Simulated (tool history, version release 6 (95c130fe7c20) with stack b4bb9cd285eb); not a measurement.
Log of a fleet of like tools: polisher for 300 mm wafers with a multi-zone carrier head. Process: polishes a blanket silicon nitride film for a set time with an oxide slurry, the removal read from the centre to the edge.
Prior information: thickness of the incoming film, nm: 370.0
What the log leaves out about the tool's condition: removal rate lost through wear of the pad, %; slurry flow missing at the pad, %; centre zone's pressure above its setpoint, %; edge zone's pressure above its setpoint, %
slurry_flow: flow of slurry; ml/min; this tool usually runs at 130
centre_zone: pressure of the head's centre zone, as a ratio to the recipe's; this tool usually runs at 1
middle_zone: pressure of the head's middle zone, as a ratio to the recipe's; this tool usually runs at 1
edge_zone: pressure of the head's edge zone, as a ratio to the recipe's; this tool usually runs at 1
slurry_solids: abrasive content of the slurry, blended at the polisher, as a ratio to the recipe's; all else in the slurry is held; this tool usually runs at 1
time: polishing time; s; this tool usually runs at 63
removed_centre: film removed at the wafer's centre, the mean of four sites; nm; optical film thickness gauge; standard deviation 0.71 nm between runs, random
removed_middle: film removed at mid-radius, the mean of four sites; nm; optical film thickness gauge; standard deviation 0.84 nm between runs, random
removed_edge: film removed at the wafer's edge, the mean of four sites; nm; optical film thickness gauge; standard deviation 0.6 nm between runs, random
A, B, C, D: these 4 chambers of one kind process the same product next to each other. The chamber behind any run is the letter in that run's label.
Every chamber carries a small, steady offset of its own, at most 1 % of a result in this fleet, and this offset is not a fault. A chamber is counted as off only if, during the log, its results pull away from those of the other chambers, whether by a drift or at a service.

| run | hour | slurry_flow | centre_zone | middle_zone | edge_zone | slurry_solids | time | wafers polished on this pad | hours since the slurry nozzle was cleaned | hours since the centre zone pressure was calibrated | hours since the edge zone pressure was calibrated | removed_centre | removed_middle | removed_edge |
|---|---|---|---|---|---|---|---|---|---|---|---|---|---|---|
|  | 1.4 | chamber A: worn pad replaced by a new one |
| 1D | 12.7 | 130 | 1 | 1 | 1 | 1 | 63 | 194 | 134.8 | 1389.7 | 842.3 | 62.378 | 61.865 | 61.525 |
|  | 22.5 | chamber B: worn pad replaced by a new one |
| 2A | 27.1 | 130 | 1 | 1 | 1 | 1 | 63 | 227 | 108.3 | 468.2 | 324.5 | 62.41 | 64.055 | 61.774 |
|  | 34.8 | chamber A: centre zone pressure recalibrated |
| 3C | 41.7 | 130 | 1 | 1 | 1 | 1 | 63 | 795 | 554.3 | 530.2 | 647.2 | 61.452 | 62.975 | 62.55 |
| 4B | 48.2 | 130 | 1 | 1 | 1 | 1 | 63 | 227 | 630.1 | 107.9 | 220.4 | 61.912 | 62.305 | 62.092 |
| 5A | 58.4 | 130 | 1 | 1 | 1 | 1 | 63 | 502 | 139.6 | 23.6 | 355.8 | 61.843 | 62.33 | 62.753 |
|  | 59.9 | chamber A: worn pad replaced by a new one |
|  | 62.8 | chamber C: worn pad replaced by a new one |
| 6C | 65.6 | 130 | 1 | 1 | 1 | 1 | 63 | 25 | 578.2 | 554.1 | 671.1 | 63.309 | 61.443 | 63.306 |
|  | 72.7 | chamber C: slurry nozzle cleaned |
| 7B | 76.8 | 130 | 1 | 1 | 1 | 1 | 63 | 479 | 658.7 | 136.5 | 249 | 61.424 | 63.309 | 62.512 |
|  | 85.3 | chamber B: worn pad replaced by a new one |
| 8D | 85.4 | 130 | 1 | 1 | 1 | 1 | 63 | 835 | 207.5 | 1462.4 | 915 | 63.016 | 61.178 | 62.623 |
|  | 90.4 | chamber D: worn pad replaced by a new one |
| 9D | 99.8 | 130 | 1 | 1 | 1 | 1 | 63 | 83 | 221.9 | 1476.8 | 929.4 | 62.143 | 64.129 | 61.865 |
| 10A | 111.9 | 130 | 1 | 1 | 1 | 1 | 63 | 458 | 193.1 | 77.1 | 409.3 | 63.063 | 64.015 | 63.475 |
|  | 112.2 | chamber B: slurry nozzle cleaned |
| 11B | 119.5 | 130 | 1 | 1 | 1 | 1 | 63 | 301 | 7.3 | 179.2 | 291.7 | 61.07 | 62.832 | 61.693 |
| 12C | 130.4 | 130 | 1 | 1 | 1 | 1 | 63 | 596 | 57.7 | 618.9 | 735.9 | 63.452 | 63.437 | 63.504 |
|  | 133.1 | chamber A: worn pad replaced by a new one |
|  | 134.5 | chamber D: centre zone pressure recalibrated |
| 13C | 137.2 | 130 | 1 | 1 | 1 | 1 | 63 | 656 | 64.5 | 625.7 | 742.7 | 65.477 | 61.893 | 61.796 |
| 14A | 145.6 | 130 | 1 | 1 | 1 | 1 | 63 | 110 | 226.8 | 110.8 | 443 | 61.276 | 61.96 | 62.708 |
| 15D | 159.6 | 130 | 1 | 1 | 1 | 1 | 63 | 610 | 281.7 | 25.2 | 989.2 | 61.646 | 60.575 | 62.872 |
|  | 164 | chamber B: worn pad replaced by a new one |
| 16B | 174 | 130 | 1 | 1 | 1 | 1 | 63 | 88 | 61.8 | 233.7 | 346.2 | 61.446 | 63.28 | 63.143 |
|  | 175.3 | chamber C: worn pad replaced by a new one |
| 17D | 187.5 | 130 | 1 | 1 | 1 | 1 | 63 | 856 | 309.6 | 53.1 | 1017.1 | 62.084 | 61.911 | 61.993 |
|  | 188 | chamber D: worn pad replaced by a new one |
|  | 194.9 | chamber A: worn pad replaced by a new one |
| 18A | 195.6 | 130 | 1 | 1 | 1 | 1 | 63 | 7 | 276.8 | 160.8 | 493 | 62.091 | 62.826 | 62.565 |
| 19B | 204.6 | 130 | 1 | 1 | 1 | 1 | 63 | 358 | 92.4 | 264.3 | 376.8 | 60.65 | 62.662 | 62.618 |
| 20C | 214.2 | 130 | 1 | 1 | 1 | 1 | 63 | 343 | 141.5 | 702.7 | 819.7 | 65.218 | 61.409 | 62.614 |
|  | 222.7 | chamber A: edge zone pressure recalibrated |
| 21C | 227.9 | 130 | 1 | 1 | 1 | 1 | 63 | 463 | 155.2 | 716.4 | 833.4 | 64.591 | 61.698 | 62.896 |
|  | 233.5 | chamber B: worn pad replaced by a new one |
| 22B | 237.9 | 130 | 1 | 1 | 1 | 1 | 63 | 39 | 125.7 | 297.6 | 410.1 | 61.806 | 61.355 | 61.986 |
|  | 243.7 | chamber A: slurry nozzle cleaned |
| 23D | 247.3 | 130 | 1 | 1 | 1 | 1 | 84 | 523 | 369.4 | 112.9 | 1076.9 | 83.603 | 83.613 | 82.472 |
|  | 251.6 | chamber A: worn pad replaced by a new one |
| 24A | 254 | 130 | 1 | 1 | 1 | 1 | 84 | 21 | 10.3 | 219.2 | 31.3 | 82.668 | 83.063 | 83.6 |
|  | 266.6 | chamber D: worn pad replaced by a new one |
| 25B | 268 | 130 | 1 | 1 | 1 | 1 | 84 | 304 | 155.8 | 327.7 | 440.2 | 82.521 | 83.102 | 84.572 |
| 26C | 277.2 | 130 | 1 | 1 | 1 | 1 | 84 | 897 | 204.5 | 765.7 | 882.7 | 90.56 | 82.15 | 83.311 |
| 27D | 289.9 | 130 | 1 | 1 | 1 | 1 | 63 | 205 | 412 | 155.5 | 1119.5 | 62.327 | 62.17 | 62.536 |
| 28A | 299.4 | 130 | 1 | 1 | 1 | 1 | 63 | 421 | 55.7 | 264.6 | 76.7 | 62.994 | 62.077 | 63.101 |
| 29A | 306.5 | 130 | 1 | 1 | 1 | 1 | 63 | 483 | 62.8 | 271.7 | 83.8 | 63.376 | 61.631 | 61.73 |

Which is it: a chamber that has drifted or been left off by a service, a gauge drift common to all chambers, or only each chamber's usual small offset? If a chamber is off, name it and its likeliest cause.

Chamber C drifts away from the others.
Most likely cause: centre zone's pressure above its setpoint, % = 8.38.

Chamber C could run next with any of the 4 candidate recipes listed below; each alters the usual settings, and their results appear as question marks. Which one brings its results back in line with what the other chambers deliver on the usual settings?
In line means no further than this from the other chambers' mean on the usual settings: removed_centre 2.5 nm; removed_middle 2.9 nm; removed_edge 2.1 nm
| 30C-1 | 317.1 | 135 | 1.07 | 0.98 | 0.98 | 1 | 64 |  |  |  |  | ? | ? | ? |
| 30C-2 | 317.1 | 125 | 0.93 | 1.02 | 1.02 | 1 | 62 |  |  |  |  | ? | ? | ? |
| 30C-3 | 317.1 | 140 | 1.12 | 0.96 | 0.97 | 1 | 64 |  |  |  |  | ? | ? | ? |
| 30C-4 | 317.1 | 120 | 0.88 | 1.04 | 1.03 | 1 | 62 |  |  |  |  | ? | ? | ? |

The mean the other chambers reach with the usual settings: removed_centre 62.015 nm; removed_middle 62.359 nm; removed_edge 62.312 nm
| run | removed_centre | removed_middle | removed_edge |
|---|---|---|---|
| 30C-1 | 76.12 | 62.289 | 63.915 |
| 30C-2 | 62.181 | 61.621 | 62.467 |
| 30C-3 | 80.619 | 61.559 | 63.932 |
| 30C-4 | 57.926 | 62.17 | 62.363 |
The answer is 30C-2, which returns the chamber to within the allowed miss of the others.

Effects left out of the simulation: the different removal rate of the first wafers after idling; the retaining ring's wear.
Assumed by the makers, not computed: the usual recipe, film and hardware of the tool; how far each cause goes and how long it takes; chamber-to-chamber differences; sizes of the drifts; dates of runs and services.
